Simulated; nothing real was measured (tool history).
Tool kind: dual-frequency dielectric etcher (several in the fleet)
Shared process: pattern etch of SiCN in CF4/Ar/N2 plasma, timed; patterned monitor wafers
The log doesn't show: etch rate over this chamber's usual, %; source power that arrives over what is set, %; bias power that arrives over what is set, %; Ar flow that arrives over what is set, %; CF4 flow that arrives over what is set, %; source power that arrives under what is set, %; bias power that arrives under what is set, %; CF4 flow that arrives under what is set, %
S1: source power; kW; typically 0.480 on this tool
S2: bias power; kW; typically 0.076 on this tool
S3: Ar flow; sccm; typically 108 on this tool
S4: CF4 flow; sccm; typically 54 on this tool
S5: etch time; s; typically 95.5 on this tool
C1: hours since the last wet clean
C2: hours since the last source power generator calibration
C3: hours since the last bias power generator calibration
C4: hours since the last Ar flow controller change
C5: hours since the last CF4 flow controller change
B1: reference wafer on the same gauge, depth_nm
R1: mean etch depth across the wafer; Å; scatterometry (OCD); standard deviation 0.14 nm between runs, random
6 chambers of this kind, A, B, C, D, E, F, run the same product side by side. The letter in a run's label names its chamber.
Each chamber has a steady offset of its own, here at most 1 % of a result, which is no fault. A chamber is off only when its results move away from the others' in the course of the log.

run	hour	S1	S2	S3	S4	S5	C1	C2	C3	C4	C5	B1	R1
1F	8.5	0.480	0.076	108	54	95.5	140.7	2310.4	221.3	933.7	2259.8	86.809	849.67
2B	17.4	0.480	0.076	108	54	95.5	330.9	3047.9	1730.4	1748.1	2241.8	86.818	848.65
3E	23.5	0.480	0.076	108	54	95.5	431.1	1071.8	2917.5	545.4	873.6	86.853	845.85
# hour 29.0: chamber E: wet clean of the chamber
# hour 30.7: chamber D: bias power generator calibrated
4D	34.1	0.480	0.076	108	54	95.5	512.4	1728.4	3.4	1151.2	873.2	86.837	843.80
5A	44.8	0.480	0.076	108	54	95.5	119.0	545.8	1290.8	806.7	3600.6	86.867	840.28
6C	56.1	0.480	0.076	108	54	95.5	455.2	1326.0	3318.9	732.1	991.5	86.891	850.67
7A	64.5	0.480	0.076	108	54	95.5	138.7	565.5	1310.5	826.4	3620.3	86.920	841.57
8C	70.2	0.480	0.076	108	54	95.5	469.3	1340.1	3333.0	746.2	1005.6	86.900	853.06
9E	80.6	0.480	0.076	108	54	95.5	51.7	1128.9	2974.6	602.5	930.7	86.910	847.70
10F	88.9	0.480	0.076	98	54	95.5	221.1	2390.8	301.7	1014.1	2340.2	86.912	863.95
11B	99.6	0.480	0.076	98	54	95.5	413.1	3130.1	1812.6	1830.3	2324.0	86.951	860.34
12D	108.1	0.480	0.076	98	54	95.5	586.4	1802.4	77.4	1225.2	947.2	86.982	857.85
13E	118.4	0.480	0.076	98	54	95.5	89.5	1166.7	3012.4	640.3	968.5	87.001	856.93
14C	126.7	0.480	0.076	98	54	95.5	525.8	1396.6	3389.5	802.7	1062.1	87.001	868.80
15D	135.4	0.480	0.076	98	54	95.5	613.7	1829.7	104.7	1252.5	974.5	86.999	857.95
16B	146.4	0.590	0.076	108	54	95.5	459.9	3176.9	1859.4	1877.1	2370.8	87.027	1020.00
# hour 151.7: chamber D: wet clean of the chamber
17F	156.3	0.590	0.076	108	54	95.5	288.5	2458.2	369.1	1081.5	2407.6	87.016	1018.30
18A	165.1	0.590	0.076	108	54	95.5	239.3	666.1	1411.1	927.0	3720.9	87.069	1008.00
19A	174.7	0.590	0.076	108	54	95.5	248.9	675.7	1420.7	936.6	3730.5	87.073	1005.50
20E	181.1	0.590	0.076	108	54	95.5	152.2	1229.4	3075.1	703.0	1031.2	87.121	1010.50
# hour 187.3: chamber C: wet clean of the chamber
# hour 190.7: chamber B: wet clean of the chamber
21B	192.7	0.590	0.076	108	54	95.5	2.1	3223.2	1905.7	1923.4	2417.1	87.098	1019.30
22C	199.0	0.480	0.076	108	54	95.5	11.7	1468.9	3461.8	875.0	1134.4	87.104	855.84
23F	210.8	0.480	0.076	108	54	95.5	343.0	2512.7	423.6	1136.0	2462.1	87.156	852.15
24D	221.4	0.480	0.062	99	54	95.5	69.7	1915.7	190.7	1338.5	1060.5	87.147	799.61
25D	226.9	0.480	0.062	99	54	95.5	75.2	1921.2	196.2	1344.0	1066.0	87.144	799.82
26B	238.9	0.480	0.062	99	54	95.5	48.3	3269.4	1951.9	1969.6	2463.3	87.155	801.56
27C	247.8	0.480	0.062	99	54	95.5	60.5	1517.7	3510.6	923.8	1183.2	87.189	806.57
28F	259.4	0.480	0.062	99	54	95.5	391.6	2561.3	472.2	1184.6	2510.7	87.183	805.99
29E	268.1	0.480	0.062	99	54	95.5	239.2	1316.4	3162.1	790.0	1118.2	87.231	798.71
# hour 268.7: chamber A: CF4 flow controller replaced
30A	275.9	0.480	0.076	108	54	95.5	350.1	776.9	1521.9	1037.8	7.3	87.249	845.75
31D	286.0	0.480	0.076	108	54	95.5	134.3	1980.3	255.3	1403.1	1125.1	87.239	847.47
32E	295.4	0.480	0.076	108	54	95.5	266.5	1343.7	3189.4	817.3	1145.5	87.265	849.13
33C	301.5	0.480	0.076	108	54	95.5	114.2	1571.4	3564.3	977.5	1236.9	87.255	857.00
# hour 306.5: chamber F: wet clean of the chamber
34B	310.8	0.480	0.063	108	54	95.5	120.2	3341.3	2023.8	2041.5	2535.2	87.302	796.75
35F	319.4	0.480	0.063	108	54	95.5	13.0	2621.3	532.2	1244.6	2570.7	87.269	799.26
36A	328.4	0.480	0.063	108	54	95.5	402.6	829.4	1574.4	1090.3	59.8	87.305	789.68
37A	336.6	0.480	0.063	108	54	95.5	410.8	837.6	1582.6	1098.5	68.0	87.337	789.58
38D	345.4	0.480	0.063	108	54	95.5	193.7	2039.7	314.7	1462.5	1184.5	87.296	792.73
39F	353.8	0.480	0.063	108	54	95.5	47.4	2655.7	566.6	1279.0	2605.1	87.346	797.67
40E	359.1	0.480	0.076	108	54	95.5	330.2	1407.4	3253.1	881.0	1209.2	87.367	850.73

Does one chamber stand apart from the rest, does the shared gauge drift, or is all well apart from small per-chamber offsets? Give the chamber and the most likely cause, where there is one.

Every chamber seems to shift together because the gauge that measures them all drifts; the chambers themselves are fine.
Cause: gauge reads high (%) = 0.658.

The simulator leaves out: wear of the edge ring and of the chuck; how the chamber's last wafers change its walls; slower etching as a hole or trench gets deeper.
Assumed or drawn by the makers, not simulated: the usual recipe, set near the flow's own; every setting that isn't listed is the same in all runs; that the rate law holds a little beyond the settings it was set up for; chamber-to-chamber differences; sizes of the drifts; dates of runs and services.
